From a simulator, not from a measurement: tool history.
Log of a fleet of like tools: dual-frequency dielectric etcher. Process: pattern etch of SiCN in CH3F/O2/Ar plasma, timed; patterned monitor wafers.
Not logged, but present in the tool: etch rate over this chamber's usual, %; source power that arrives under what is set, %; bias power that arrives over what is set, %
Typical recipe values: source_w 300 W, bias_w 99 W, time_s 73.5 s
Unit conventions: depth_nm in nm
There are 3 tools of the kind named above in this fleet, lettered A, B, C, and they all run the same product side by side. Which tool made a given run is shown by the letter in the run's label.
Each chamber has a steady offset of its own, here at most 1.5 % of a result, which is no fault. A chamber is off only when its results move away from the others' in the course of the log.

| run | day | source_w | bias_w | time_s | hours since the last wet clean | hours since the last source power generator calibration | hours since the last bias power generator calibration | read-back reference wafer on the same gauge, depth_nm | depth_nm |
|---|---|---|---|---|---|---|---|---|---|
| 1B | 0.412 | 300 | 99 | 73.5 | 394.9 | 2291.7 | 3688.7 | 31.911 | 27.977 |
| 2A | 0.717 | 300 | 99 | 73.5 | 441.9 | 837.9 | 4069.1 | 31.91 | 28.026 |
| 3C | 1.354 | 300 | 99 | 73.5 | 130.5 | 1094.6 | 968.9 | 31.936 | 27.561 |
| 4A | 1.946 | 300 | 99 | 73.5 | 471.4 | 867.4 | 4098.6 | 31.928 | 27.987 |
| 5C | 2.583 | 300 | 99 | 73.5 | 160 | 1124.1 | 998.4 | 31.965 | 27.604 |
| 6B | 2.992 | 300 | 99 | 73.5 | 456.8 | 2353.6 | 3750.6 | 31.949 | 28.038 |
| 7C | 3.504 | 300 | 99 | 73.5 | 182.1 | 1146.2 | 1020.5 | 31.962 | 27.567 |
|  | 3.858 | chamber B: wet clean of the chamber |
| 8A | 4.012 | 300 | 99 | 73.5 | 521 | 917 | 4148.2 | 31.997 | 28.144 |
| 9B | 4.483 | 300 | 99 | 73.5 | 15.1 | 2389.4 | 3786.4 | 31.985 | 28.063 |
| 10C | 4.979 | 370 | 99 | 73.5 | 217.5 | 1181.6 | 1055.9 | 32.009 | 29.931 |
| 11B | 5.312 | 370 | 99 | 73.5 | 35 | 2409.3 | 3806.3 | 32 | 30.37 |
| 12A | 5.817 | 370 | 99 | 73.5 | 564.3 | 960.3 | 4191.5 | 32.039 | 30.473 |
| 13C | 6.408 | 300 | 99 | 73.5 | 251.8 | 1215.9 | 1090.2 | 32.033 | 27.685 |
| 14B | 6.929 | 300 | 99 | 73.5 | 73.8 | 2448.1 | 3845.1 | 32.038 | 28.128 |
| 15A | 7.421 | 300 | 99 | 73.5 | 602.8 | 998.8 | 4230 | 32.05 | 28.193 |
| 16C | 7.746 | 300 | 121 | 94 | 283.9 | 1248 | 1122.3 | 32.066 | 38.228 |
| 17A | 8.158 | 300 | 121 | 94 | 620.5 | 1016.5 | 4247.7 | 32.064 | 39.007 |
| 18B | 8.729 | 300 | 121 | 94 | 117 | 2491.3 | 3888.3 | 32.071 | 38.885 |
| 19C | 9.038 | 300 | 99 | 73.5 | 314.9 | 1279 | 1153.3 | 32.075 | 27.67 |
| 20B | 9.596 | 300 | 99 | 73.5 | 137.8 | 2512.1 | 3909.1 | 32.103 | 28.136 |

What goes on in this fleet: one chamber off, a drifting gauge, or nothing beyond the chambers' own small offsets? Name the chamber and the cause, if any.

It is the gauge, not a chamber: its drift shows up in every chamber's results at once, and no chamber is off.
What lies behind it: gauge reads high (%) = 0.647.
